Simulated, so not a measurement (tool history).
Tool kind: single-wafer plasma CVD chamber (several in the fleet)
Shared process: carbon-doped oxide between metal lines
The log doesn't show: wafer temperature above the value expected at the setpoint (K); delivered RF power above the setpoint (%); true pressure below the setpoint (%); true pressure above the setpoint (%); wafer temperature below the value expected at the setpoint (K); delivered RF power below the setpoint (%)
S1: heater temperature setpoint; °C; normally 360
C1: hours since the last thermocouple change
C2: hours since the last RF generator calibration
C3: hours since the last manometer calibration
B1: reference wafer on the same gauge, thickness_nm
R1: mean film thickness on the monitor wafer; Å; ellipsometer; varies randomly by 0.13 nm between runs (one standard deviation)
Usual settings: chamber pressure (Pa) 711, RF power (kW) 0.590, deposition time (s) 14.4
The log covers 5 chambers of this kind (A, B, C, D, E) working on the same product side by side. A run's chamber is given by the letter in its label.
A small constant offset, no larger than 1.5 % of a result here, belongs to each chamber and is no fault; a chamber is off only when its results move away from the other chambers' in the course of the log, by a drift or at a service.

{"run": "1A", "day": 0.104, "S1": 360, "chamber pressure (Pa)": 711, "RF power (kW)": 0.59, "deposition time (s)": 14.4, "C1": 1892.0, "C2": 514.3, "C3": 623.2, "B1": 71.125, "R1": 810.5}
{"run": "2B", "day": 0.221, "S1": 360, "chamber pressure (Pa)": 711, "RF power (kW)": 0.59, "deposition time (s)": 14.4, "C1": 127.9, "C2": 1910.9, "C3": 87.4, "B1": 71.117, "R1": 800.81}
{"run": "3C", "day": 0.329, "S1": 360, "chamber pressure (Pa)": 711, "RF power (kW)": 0.59, "deposition time (s)": 14.4, "C1": 2366.4, "C2": 241.0, "C3": 1949.6, "B1": 71.136, "R1": 816.71}
{"run": "4D", "day": 0.496, "S1": 360, "chamber pressure (Pa)": 711, "RF power (kW)": 0.59, "deposition time (s)": 14.4, "C1": 1346.2, "C2": 502.4, "C3": 862.1, "B1": 71.109, "R1": 808.47}
{"run": "5E", "day": 0.696, "S1": 360, "chamber pressure (Pa)": 711, "RF power (kW)": 0.59, "deposition time (s)": 14.4, "C1": 708.0, "C2": 2015.5, "C3": 887.5, "B1": 71.121, "R1": 813.09}
{"run": "6E", "day": 0.825, "S1": 360, "chamber pressure (Pa)": 711, "RF power (kW)": 0.59, "deposition time (s)": 14.4, "C1": 711.1, "C2": 2018.6, "C3": 890.6, "B1": 71.2, "R1": 811.95}
{"run": "7A", "day": 0.975, "S1": 360, "chamber pressure (Pa)": 711, "RF power (kW)": 0.59, "deposition time (s)": 14.4, "C1": 1912.9, "C2": 535.2, "C3": 644.1, "B1": 71.173, "R1": 812.72}
{"run": "8B", "day": 1.179, "S1": 360, "chamber pressure (Pa)": 711, "RF power (kW)": 0.59, "deposition time (s)": 14.4, "C1": 150.9, "C2": 1933.9, "C3": 110.4, "B1": 71.164, "R1": 801.33}
{"run": "9C", "day": 1.367, "S1": 347, "chamber pressure (Pa)": 711, "RF power (kW)": 0.59, "deposition time (s)": 11.7, "C1": 2391.3, "C2": 265.9, "C3": 1974.5, "B1": 71.215, "R1": 687.24}
{"run": "10D", "day": 1.471, "S1": 347, "chamber pressure (Pa)": 711, "RF power (kW)": 0.59, "deposition time (s)": 11.7, "C1": 1369.6, "C2": 525.8, "C3": 885.5, "B1": 71.229, "R1": 683.4}
{"run": "11B", "day": 1.608, "S1": 347, "chamber pressure (Pa)": 711, "RF power (kW)": 0.59, "deposition time (s)": 11.7, "C1": 161.2, "C2": 1944.2, "C3": 120.7, "B1": 71.22, "R1": 676.35}
{"run": "12A", "day": 1.804, "S1": 347, "chamber pressure (Pa)": 711, "RF power (kW)": 0.59, "deposition time (s)": 11.7, "C1": 1932.8, "C2": 555.1, "C3": 664.0, "B1": 71.227, "R1": 687.34}
{"run": "13C", "day": 1.958, "S1": 347, "chamber pressure (Pa)": 711, "RF power (kW)": 0.59, "deposition time (s)": 11.7, "C1": 2405.5, "C2": 280.1, "C3": 1988.7, "B1": 71.25, "R1": 687.97}
{"run": "14D", "day": 2.162, "S1": 360, "chamber pressure (Pa)": 711, "RF power (kW)": 0.59, "deposition time (s)": 14.4, "C1": 1386.2, "C2": 542.4, "C3": 902.1, "B1": 71.3, "R1": 809.91}
{"run": "15E", "day": 2.292, "S1": 360, "chamber pressure (Pa)": 711, "RF power (kW)": 0.59, "deposition time (s)": 14.4, "C1": 746.3, "C2": 2053.8, "C3": 925.8, "B1": 71.252, "R1": 813.67}
{"run": "16C", "day": 2.45, "S1": 360, "chamber pressure (Pa)": 711, "RF power (kW)": 0.59, "deposition time (s)": 14.4, "C1": 2417.3, "C2": 291.9, "C3": 2000.5, "B1": 71.277, "R1": 816.43}
{"run": "17B", "day": 2.558, "S1": 360, "chamber pressure (Pa)": 711, "RF power (kW)": 0.59, "deposition time (s)": 14.4, "C1": 184.0, "C2": 1967.0, "C3": 143.5, "B1": 71.309, "R1": 802.65}
{"run": "18A", "day": 2.717, "S1": 360, "chamber pressure (Pa)": 711, "RF power (kW)": 0.59, "deposition time (s)": 14.4, "C1": 1954.7, "C2": 577.0, "C3": 685.9, "B1": 71.322, "R1": 817.69}
{"run": "19D", "day": 2.858, "S1": 360, "chamber pressure (Pa)": 711, "RF power (kW)": 0.59, "deposition time (s)": 14.4, "C1": 1402.9, "C2": 559.1, "C3": 918.8, "B1": 71.346, "R1": 808.24}
{"run": "20E", "day": 3.021, "S1": 360, "chamber pressure (Pa)": 711, "RF power (kW)": 0.59, "deposition time (s)": 14.4, "C1": 763.8, "C2": 2071.3, "C3": 943.3, "B1": 71.36, "R1": 812.27}
{"run": "21E", "day": 3.171, "S1": 360, "chamber pressure (Pa)": 711, "RF power (kW)": 0.59, "deposition time (s)": 14.4, "C1": 767.4, "C2": 2074.9, "C3": 946.9, "B1": 71.331, "R1": 811.56}
{"run": "22D", "day": 3.312, "S1": 360, "chamber pressure (Pa)": 711, "RF power (kW)": 0.59, "deposition time (s)": 14.4, "C1": 1413.8, "C2": 570.0, "C3": 929.7, "B1": 71.368, "R1": 810.8}
{"run": "23C", "day": 3.492, "S1": 360, "chamber pressure (Pa)": 556, "RF power (kW)": 0.59, "deposition time (s)": 14.4, "C1": 2442.3, "C2": 316.9, "C3": 2025.5, "B1": 71.394, "R1": 788.53}
{"run": "24B", "day": 3.692, "S1": 360, "chamber pressure (Pa)": 556, "RF power (kW)": 0.59, "deposition time (s)": 14.4, "C1": 211.2, "C2": 1994.2, "C3": 170.7, "B1": 71.387, "R1": 775.46}
{"run": "25A", "day": 3.888, "S1": 360, "chamber pressure (Pa)": 556, "RF power (kW)": 0.59, "deposition time (s)": 14.4, "C1": 1982.8, "C2": 605.1, "C3": 714.0, "B1": 71.408, "R1": 788.11}
{"run": "26E", "day": 4.058, "S1": 360, "chamber pressure (Pa)": 556, "RF power (kW)": 0.59, "deposition time (s)": 14.4, "C1": 788.7, "C2": 2096.2, "C3": 968.2, "B1": 71.423, "R1": 788.12}
{"run": "27C", "day": 4.183, "S1": 360, "chamber pressure (Pa)": 556, "RF power (kW)": 0.59, "deposition time (s)": 14.4, "C1": 2458.9, "C2": 333.5, "C3": 2042.1, "B1": 71.392, "R1": 788.66}
{"run": "28B", "day": 4.392, "S1": 360, "chamber pressure (Pa)": 711, "RF power (kW)": 0.59, "deposition time (s)": 14.4, "C1": 228.0, "C2": 2011.0, "C3": 187.5, "B1": 71.447, "R1": 806.04}
{"run": "29D", "day": 4.496, "S1": 360, "chamber pressure (Pa)": 872, "RF power (kW)": 0.59, "deposition time (s)": 14.4, "C1": 1442.2, "C2": 598.4, "C3": 958.1, "B1": 71.471, "R1": 829.8}
{"run": "30A", "day": 4.679, "S1": 360, "chamber pressure (Pa)": 872, "RF power (kW)": 0.59, "deposition time (s)": 14.4, "C1": 2001.8, "C2": 624.1, "C3": 733.0, "B1": 71.449, "R1": 833.08}
{"run": "31A", "day": 4.788, "S1": 360, "chamber pressure (Pa)": 872, "RF power (kW)": 0.59, "deposition time (s)": 14.4, "C1": 2004.4, "C2": 626.7, "C3": 735.6, "B1": 71.494, "R1": 837.65}
{"run": "32C", "day": 4.9, "S1": 360, "chamber pressure (Pa)": 872, "RF power (kW)": 0.59, "deposition time (s)": 14.4, "C1": 2476.1, "C2": 350.7, "C3": 2059.3, "B1": 71.47, "R1": 834.77}
{"run": "33D", "day": 5.079, "S1": 360, "chamber pressure (Pa)": 872, "RF power (kW)": 0.59, "deposition time (s)": 14.4, "C1": 1456.2, "C2": 612.4, "C3": 972.1, "B1": 71.514, "R1": 829.39}
{"run": "34B", "day": 5.2, "S1": 360, "chamber pressure (Pa)": 711, "RF power (kW)": 0.59, "deposition time (s)": 14.4, "C1": 247.4, "C2": 2030.4, "C3": 206.9, "B1": 71.505, "R1": 805.37}
{"run": "35E", "day": 5.388, "S1": 360, "chamber pressure (Pa)": 711, "RF power (kW)": 0.59, "deposition time (s)": 14.4, "C1": 820.6, "C2": 2128.1, "C3": 1000.1, "B1": 71.506, "R1": 815.3}
{"run": "36B", "day": 5.571, "S1": 360, "chamber pressure (Pa)": 711, "RF power (kW)": 0.59, "deposition time (s)": 14.4, "C1": 256.3, "C2": 2039.3, "C3": 215.8, "B1": 71.488, "R1": 806.04}
{"run": "37D", "day": 5.725, "S1": 360, "chamber pressure (Pa)": 711, "RF power (kW)": 0.59, "deposition time (s)": 14.4, "C1": 1471.7, "C2": 627.9, "C3": 987.6, "B1": 71.512, "R1": 811.02}
{"run": "38E", "day": 5.867, "S1": 360, "chamber pressure (Pa)": 711, "RF power (kW)": 0.59, "deposition time (s)": 14.4, "C1": 832.1, "C2": 2139.6, "C3": 1011.6, "B1": 71.546, "R1": 816.17}
{"run": "39C", "day": 6.008, "S1": 360, "chamber pressure (Pa)": 711, "RF power (kW)": 0.59, "deposition time (s)": 14.4, "C1": 2502.7, "C2": 377.3, "C3": 2085.9, "B1": 71.57, "R1": 818.29}
{"run": "40A", "day": 6.138, "S1": 360, "chamber pressure (Pa)": 711, "RF power (kW)": 0.59, "deposition time (s)": 14.4, "C1": 2036.8, "C2": 659.1, "C3": 768.0, "B1": 71.583, "R1": 816.19}

All chambers now run identical settings, listed one chamber a line with results as question marks. What results will each chamber show?
{"run": "41A", "day": 6.288, "S1": 374, "chamber pressure (Pa)": 711, "RF power (kW)": 0.59, "deposition time (s)": 14.4, "R1": "?"}
{"run": "41B", "day": 6.288, "S1": 374, "chamber pressure (Pa)": 711, "RF power (kW)": 0.59, "deposition time (s)": 14.4, "R1": "?"}
{"run": "41C", "day": 6.288, "S1": 374, "chamber pressure (Pa)": 711, "RF power (kW)": 0.59, "deposition time (s)": 14.4, "R1": "?"}
{"run": "41D", "day": 6.288, "S1": 374, "chamber pressure (Pa)": 711, "RF power (kW)": 0.59, "deposition time (s)": 14.4, "R1": "?"}
{"run": "41E", "day": 6.288, "S1": 374, "chamber pressure (Pa)": 711, "RF power (kW)": 0.59, "deposition time (s)": 14.4, "R1": "?"}

run=41A R1=791.03
run=41B R1=781.98
run=41C R1=789.13
run=41D R1=785.99
run=41E R1=787.98

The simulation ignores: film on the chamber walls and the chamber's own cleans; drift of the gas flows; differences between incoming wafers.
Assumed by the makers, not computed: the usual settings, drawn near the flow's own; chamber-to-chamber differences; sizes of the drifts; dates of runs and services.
